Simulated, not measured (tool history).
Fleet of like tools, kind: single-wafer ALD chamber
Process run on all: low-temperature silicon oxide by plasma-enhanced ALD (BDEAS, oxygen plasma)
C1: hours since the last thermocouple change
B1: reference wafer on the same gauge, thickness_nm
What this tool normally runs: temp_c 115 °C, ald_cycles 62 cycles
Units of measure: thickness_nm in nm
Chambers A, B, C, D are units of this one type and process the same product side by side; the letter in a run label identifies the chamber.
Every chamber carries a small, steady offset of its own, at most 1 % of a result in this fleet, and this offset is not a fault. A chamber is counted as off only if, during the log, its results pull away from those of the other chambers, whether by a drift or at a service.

Run 1B, hour 8.1: usual settings; C1 1487.0; B1 10.206. Result: thickness_nm 8.6087 nm.
Run 2A, hour 14.9: usual settings; C1 694.6; B1 10.207. Result: thickness_nm 8.6829 nm.
Run 3D, hour 21.0: usual settings; C1 1238.8; B1 10.205. Result: thickness_nm 8.5292 nm.
Run 4C, hour 30.2: usual settings; C1 1274.1; B1 10.203. Result: thickness_nm 8.5998 nm.
Run 5B, hour 38.2: usual settings; C1 1517.1; B1 10.205. Result: thickness_nm 8.6111 nm.
Run 6C, hour 42.5: usual settings; C1 1286.4; B1 10.203. Result: thickness_nm 8.6149 nm.
Run 7D, hour 49.8: usual settings; C1 1267.6; B1 10.201. Result: thickness_nm 8.5353 nm.
Run 8A, hour 57.5: usual settings; C1 737.2; B1 10.199. Result: thickness_nm 8.6662 nm.
Run 9C, hour 66.2: usual settings but temp_c 107 °C, ald_cycles 58 cycles; C1 1310.1; B1 10.199. Result: thickness_nm 8.1675 nm.
Run 10B, hour 71.2: usual settings but temp_c 107 °C, ald_cycles 58 cycles; C1 1550.1; B1 10.196. Result: thickness_nm 8.1451 nm.
Run 11D, hour 76.7: usual settings but temp_c 107 °C, ald_cycles 58 cycles; C1 1294.5; B1 10.196. Result: thickness_nm 8.0871 nm.
Run 12A, hour 84.9: usual settings but temp_c 107 °C, ald_cycles 58 cycles; C1 764.6; B1 10.194. Result: thickness_nm 8.2274 nm.
Run 13A, hour 92.7: usual settings; C1 772.4; B1 10.193. Result: thickness_nm 8.6437 nm.
Run 14B, hour 98.1: usual settings; C1 1577.0; B1 10.187. Result: thickness_nm 8.5901 nm.
Run 15C, hour 106.3: usual settings; C1 1350.2; B1 10.188. Result: thickness_nm 8.5942 nm.
Run 16D, hour 114.5: usual settings; C1 1332.3; B1 10.186. Result: thickness_nm 8.5086 nm.
Run 17B, hour 121.6: usual settings; C1 1600.5; B1 10.185. Result: thickness_nm 8.5828 nm.
Run 18D, hour 129.2: usual settings but temp_c 100 °C; C1 1347.0; B1 10.181. Result: thickness_nm 8.7668 nm.
Run 19C, hour 137.9: usual settings but temp_c 100 °C; C1 1381.8; B1 10.179. Result: thickness_nm 8.8288 nm.
Run 20A, hour 144.2: usual settings but temp_c 100 °C; C1 823.9; B1 10.181. Result: thickness_nm 8.8975 nm.
Run 21D, hour 154.0: usual settings but temp_c 100 °C; C1 1371.8; B1 10.177. Result: thickness_nm 8.7078 nm.
Run 22A, hour 161.1: usual settings but temp_c 108 °C; C1 840.8; B1 10.178. Result: thickness_nm 8.7615 nm.
Run 23B, hour 169.5: usual settings but temp_c 108 °C; C1 1648.4; B1 10.176. Result: thickness_nm 8.6840 nm.
Run 24C, hour 178.5: usual settings but temp_c 108 °C; C1 1422.4; B1 10.168. Result: thickness_nm 8.6771 nm.
Run 25C, hour 187.9: usual settings but temp_c 108 °C; C1 1431.8; B1 10.168. Result: thickness_nm 8.6887 nm.
Run 26D, hour 193.7: usual settings; C1 1411.5; B1 10.171. Result: thickness_nm 8.4937 nm.
Run 27B, hour 200.5: usual settings; C1 1679.4; B1 10.168. Result: thickness_nm 8.5646 nm.
Run 28A, hour 204.8: usual settings; C1 884.5; B1 10.171. Result: thickness_nm 8.6261 nm.
At hour 210.8: chamber A: thermocouple changed; heater temperature recalibrated.
At hour 212.0: chamber D: thermocouple changed; heater temperature recalibrated.
Run 29D, hour 213.8: usual settings; C1 1.8; B1 10.163. Result: thickness_nm 8.5082 nm.
Run 30B, hour 221.7: usual settings; C1 1700.6; B1 10.166. Result: thickness_nm 8.5646 nm.
Run 31C, hour 230.5: usual settings; C1 1474.4; B1 10.159. Result: thickness_nm 8.5828 nm.
Run 32A, hour 240.2: usual settings; C1 29.5; B1 10.160. Result: thickness_nm 8.6210 nm.
Run 33C, hour 248.7: usual settings; C1 1492.6; B1 10.161. Result: thickness_nm 8.5852 nm.
Run 34B, hour 255.0: usual settings; C1 1733.9; B1 10.158. Result: thickness_nm 8.5702 nm.
Run 35A, hour 263.8: usual settings; C1 53.1; B1 10.153. Result: thickness_nm 8.6144 nm.
Run 36D, hour 269.9: usual settings; C1 57.9; B1 10.152. Result: thickness_nm 8.4914 nm.
Run 37D, hour 274.1: usual settings but temp_c 124 °C; C1 62.1; B1 10.156. Result: thickness_nm 8.3738 nm.
Run 38C, hour 281.7: usual settings but temp_c 124 °C; C1 1525.6; B1 10.150. Result: thickness_nm 8.4225 nm.
Run 39B, hour 289.9: usual settings but temp_c 124 °C; C1 1768.8; B1 10.154. Result: thickness_nm 8.4182 nm.
Run 40A, hour 298.6: usual settings but temp_c 124 °C; C1 87.9; B1 10.147. Result: thickness_nm 8.4449 nm.
Run 41D, hour 305.8: usual settings; C1 93.8; B1 10.143. Result: thickness_nm 8.4598 nm.
Run 42A, hour 311.2: usual settings but temp_c 110 °C, ald_cycles 68 cycles; C1 100.5; B1 10.145. Result: thickness_nm 9.5390 nm.

What goes on in this fleet: one chamber off, a drifting gauge, or nothing beyond the chambers' own small offsets? Name the chamber and the cause, if any.

Every chamber seems to shift together because the gauge that measures them all drifts; the chambers themselves are fine.
What lies behind it: gauge reads low (%) = 0.653.

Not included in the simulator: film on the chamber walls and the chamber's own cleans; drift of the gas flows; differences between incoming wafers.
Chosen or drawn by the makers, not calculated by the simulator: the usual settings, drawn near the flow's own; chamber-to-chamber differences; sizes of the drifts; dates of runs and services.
